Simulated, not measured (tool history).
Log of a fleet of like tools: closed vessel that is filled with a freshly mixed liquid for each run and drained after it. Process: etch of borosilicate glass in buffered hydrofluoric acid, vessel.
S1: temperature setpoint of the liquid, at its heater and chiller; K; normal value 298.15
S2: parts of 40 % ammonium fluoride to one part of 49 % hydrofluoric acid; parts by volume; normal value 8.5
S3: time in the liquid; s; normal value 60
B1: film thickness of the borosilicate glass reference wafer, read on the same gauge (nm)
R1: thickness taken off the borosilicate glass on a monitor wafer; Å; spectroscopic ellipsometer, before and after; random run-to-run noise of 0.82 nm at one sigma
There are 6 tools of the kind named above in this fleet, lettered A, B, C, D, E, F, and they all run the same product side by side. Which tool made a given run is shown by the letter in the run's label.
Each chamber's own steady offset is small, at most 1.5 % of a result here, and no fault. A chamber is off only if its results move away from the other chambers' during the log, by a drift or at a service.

run 1B hour=4.5 | S1=298.15 S2=8.5 S3=60 | B1=40.014 | R1=903.08
run 2C hour=9.9 | S1=298.15 S2=8.5 S3=60 | B1=40.009 | R1=889.55
run 3A hour=13.4 | S1=298.15 S2=8.5 S3=60 | B1=39.997 | R1=882.50
run 4D hour=16.7 | S1=298.15 S2=8.5 S3=60 | B1=40.005 | R1=896.52
run 5E hour=20.3 | S1=298.15 S2=11.0 S3=45 | B1=39.993 | R1=540.52
run 6F hour=25.9 | S1=298.15 S2=11.0 S3=45 | B1=40.015 | R1=542.27
run 7C hour=31.5 | S1=298.15 S2=11.0 S3=45 | B1=40.005 | R1=530.30
run 8E hour=37.4 | S1=298.15 S2=11.0 S3=45 | B1=39.991 | R1=537.19
run 9B hour=43.7 | S1=298.15 S2=11.0 S3=45 | B1=39.994 | R1=546.64
run 10F hour=48.2 | S1=298.15 S2=11.0 S3=45 | B1=39.970 | R1=546.13
run 11D hour=52.4 | S1=298.15 S2=8.5 S3=60 | B1=39.985 | R1=903.80
run 12A hour=56.6 | S1=298.15 S2=8.5 S3=60 | B1=40.005 | R1=905.05
run 13B hour=63.0 | S1=299.65 S2=8.5 S3=60 | B1=39.971 | R1=982.86
run 14C hour=68.2 | S1=299.65 S2=8.5 S3=60 | B1=40.028 | R1=961.83
run 15E hour=71.1 | S1=299.65 S2=8.5 S3=60 | B1=40.014 | R1=987.26
run 16A hour=76.9 | S1=299.65 S2=8.5 S3=60 | B1=39.980 | R1=968.04
run 17F hour=82.3 | S1=299.65 S2=8.5 S3=60 | B1=40.003 | R1=992.99
run 18D hour=88.3 | S1=299.65 S2=8.5 S3=60 | B1=39.980 | R1=982.75
run 19C hour=93.5 | S1=298.15 S2=8.5 S3=60 | B1=39.983 | R1=901.88
run 20E hour=99.1 | S1=298.15 S2=8.5 S3=60 | B1=40.015 | R1=919.08
run 21B hour=105.3 | S1=298.15 S2=8.5 S3=60 | B1=39.973 | R1=894.49
run 22A hour=108.3 | S1=298.15 S2=8.5 S3=60 | B1=40.029 | R1=889.65
run 23D hour=114.5 | S1=302.15 S2=8.5 S3=30 | B1=40.032 | R1=556.30
run 24F hour=117.5 | S1=302.15 S2=8.5 S3=30 | B1=39.977 | R1=575.50
run 25E hour=123.1 | S1=302.15 S2=8.5 S3=30 | B1=39.995 | R1=568.52
run 26C hour=127.5 | S1=302.15 S2=8.5 S3=30 | B1=40.004 | R1=545.00
run 27F hour=133.7 | S1=302.15 S2=8.5 S3=30 | B1=40.003 | R1=590.75
run 28A hour=139.7 | S1=302.15 S2=8.5 S3=30 | B1=39.983 | R1=554.30
run 29B hour=143.2 | S1=298.15 S2=8.5 S3=60 | B1=40.011 | R1=897.00
run 30D hour=146.8 | S1=298.15 S2=8.5 S3=60 | B1=40.000 | R1=900.89
run 31D hour=151.2 | S1=298.15 S2=8.5 S3=60 | B1=39.982 | R1=901.38
run 32F hour=156.2 | S1=298.15 S2=8.5 S3=60 | B1=40.004 | R1=986.38
run 33E hour=160.6 | S1=298.15 S2=8.5 S3=60 | B1=39.977 | R1=905.67
run 34C hour=165.5 | S1=298.15 S2=8.5 S3=60 | B1=39.984 | R1=881.35
run 35A hour=171.3 | S1=298.15 S2=8.5 S3=60 | B1=40.006 | R1=890.20
run 36B hour=177.1 | S1=298.15 S2=8.5 S3=60 | B1=39.973 | R1=905.85
run 37A hour=180.3 | S1=298.15 S2=8.5 S3=60 | B1=39.991 | R1=899.67
run 38C hour=183.2 | S1=298.15 S2=8.5 S3=60 | B1=40.011 | R1=899.54
run 39E hour=188.1 | S1=298.15 S2=8.5 S3=60 | B1=40.030 | R1=907.68
-- hour=189.5 chamber F: thermometer replaced
run 40F hour=191.0 | S1=298.15 S2=8.5 S3=60 | B1=40.024 | R1=1000.70

One chamber off, gauge drift, or nothing amiss beyond the chambers' own small offsets? If it is a chamber, which one, and what is the likeliest cause?

Little by little, chamber F moves away from the other chambers.
What lies behind it: hydrofluoric acid flow above the setpoint (%) = 11.5.

Below are 4 candidate recipes for chamber F's next run, each the usual settings with a change, their results shown as question marks. Which of them brings F's results back in line with what the other chambers give on the usual settings?
Maximum distance from the other chambers' mean on the usual settings for a result to count as in line: R1 29.00 Å
run 41F-1 hour=195.6 | S1=298.15 S2=8.5 S3=50 | R1=?
run 41F-2 hour=195.6 | S1=298.15 S2=7.0 S3=60 | R1=?
run 41F-3 hour=195.6 | S1=297.65 S2=8.5 S3=55 | R1=?
run 41F-4 hour=195.6 | S1=298.15 S2=7.5 S3=60 | R1=?

Average result of the remaining chambers running the usual settings: R1 899.47 Å
run=41F-1 R1=841.64
run=41F-2 R1=1220.20
run=41F-3 R1=902.05
run=41F-4 R1=1148.10
41F-3 puts the chamber back in line with the other chambers.

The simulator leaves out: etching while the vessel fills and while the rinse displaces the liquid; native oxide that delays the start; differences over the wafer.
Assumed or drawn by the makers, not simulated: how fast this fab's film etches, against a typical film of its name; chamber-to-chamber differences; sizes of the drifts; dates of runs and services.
